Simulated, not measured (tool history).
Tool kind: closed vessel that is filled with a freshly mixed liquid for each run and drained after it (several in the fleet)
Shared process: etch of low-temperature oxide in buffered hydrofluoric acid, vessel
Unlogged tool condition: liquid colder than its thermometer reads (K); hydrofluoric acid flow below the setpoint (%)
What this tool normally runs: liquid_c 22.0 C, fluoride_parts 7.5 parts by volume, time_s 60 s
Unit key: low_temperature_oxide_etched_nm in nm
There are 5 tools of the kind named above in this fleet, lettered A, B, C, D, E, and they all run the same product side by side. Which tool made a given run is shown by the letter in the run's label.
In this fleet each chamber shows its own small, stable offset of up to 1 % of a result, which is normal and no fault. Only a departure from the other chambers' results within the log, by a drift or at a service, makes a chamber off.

run	hour	liquid_c	fluoride_parts	time_s	hours since the thermometer was replaced	hours since the hydrofluoric acid flow meter was replaced	read-back film thickness of the low-temperature oxide reference wafer, read on the same gauge (nm)	low_temperature_oxide_etched_nm
1C	7.7	22.0	7.5	60	263.4	603.7	89.995	175.93
2D	13.3	22.0	7.5	60	1883.1	306.7	89.985	174.17
3B	20.7	22.0	7.5	60	886.7	436.8	89.983	177.48
4A	31.1	22.0	7.5	60	138.6	624.7	90.005	173.21
# hour 34.8: chamber D: thermometer replaced
5E	42.7	22.0	7.5	60	1676.4	59.2	89.979	173.98
6E	53.7	22.0	7.5	60	1687.4	70.2	90.007	173.32
7D	62.1	22.0	7.5	60	27.4	355.5	90.038	173.91
8C	72.6	22.0	7.5	60	328.3	668.6	90.003	170.88
9B	80.6	22.0	7.5	60	946.6	496.7	90.005	175.79
10A	88.2	22.0	7.5	60	195.7	681.8	89.999	175.40
11D	96.6	25.5	7.5	60	61.9	390.0	90.000	211.92
12A	103.0	25.5	7.5	60	210.5	696.6	89.956	208.91
13B	113.5	25.5	7.5	60	979.5	529.6	90.001	212.55
14C	125.3	25.5	7.5	60	381.0	721.3	90.004	212.53
15E	134.4	25.5	7.5	60	1768.1	150.9	89.997	214.19
16B	145.5	22.0	7.5	60	1011.5	561.6	89.992	176.08
17E	154.7	22.0	7.5	60	1788.4	171.2	89.991	175.71
18D	165.7	22.0	9.0	60	131.0	459.1	89.999	143.57
19C	173.3	22.0	9.0	60	429.0	769.3	89.991	146.09
20A	181.3	22.0	9.0	60	288.8	774.9	90.000	145.85
21A	187.7	22.0	9.0	60	295.2	781.3	90.002	143.04
22C	194.1	22.0	9.0	60	449.8	790.1	90.021	142.01
23B	202.7	22.0	7.5	60	1068.7	618.8	89.994	177.52
24D	208.1	19.0	7.5	60	173.4	501.5	89.976	147.24
25E	214.3	19.0	7.5	60	1848.0	230.8	90.008	148.39
26D	223.9	19.0	7.5	60	189.2	517.3	90.016	146.86
27C	234.0	19.0	7.5	60	489.7	830.0	90.009	149.34
# hour 241.1: chamber A: hydrofluoric acid flow meter replaced
28B	241.8	19.0	7.5	60	1107.8	657.9	90.006	150.67
29E	251.9	22.0	7.5	60	1885.6	268.4	89.987	173.23
30A	257.2	22.0	5.5	60	364.7	16.2	89.972	237.72
31C	268.0	22.0	5.5	60	523.7	864.0	89.993	228.99
32B	274.5	22.0	5.5	60	1140.5	690.6	90.031	233.42

Has any chamber moved away from the others, gradually or after a service, or does the common gauge drift, or do the chambers differ only by their own small steady offsets? State the chamber and the most likely cause if one applies.

Neither any chamber nor the gauge drifts; the chambers differ only by their own small, steady offsets.

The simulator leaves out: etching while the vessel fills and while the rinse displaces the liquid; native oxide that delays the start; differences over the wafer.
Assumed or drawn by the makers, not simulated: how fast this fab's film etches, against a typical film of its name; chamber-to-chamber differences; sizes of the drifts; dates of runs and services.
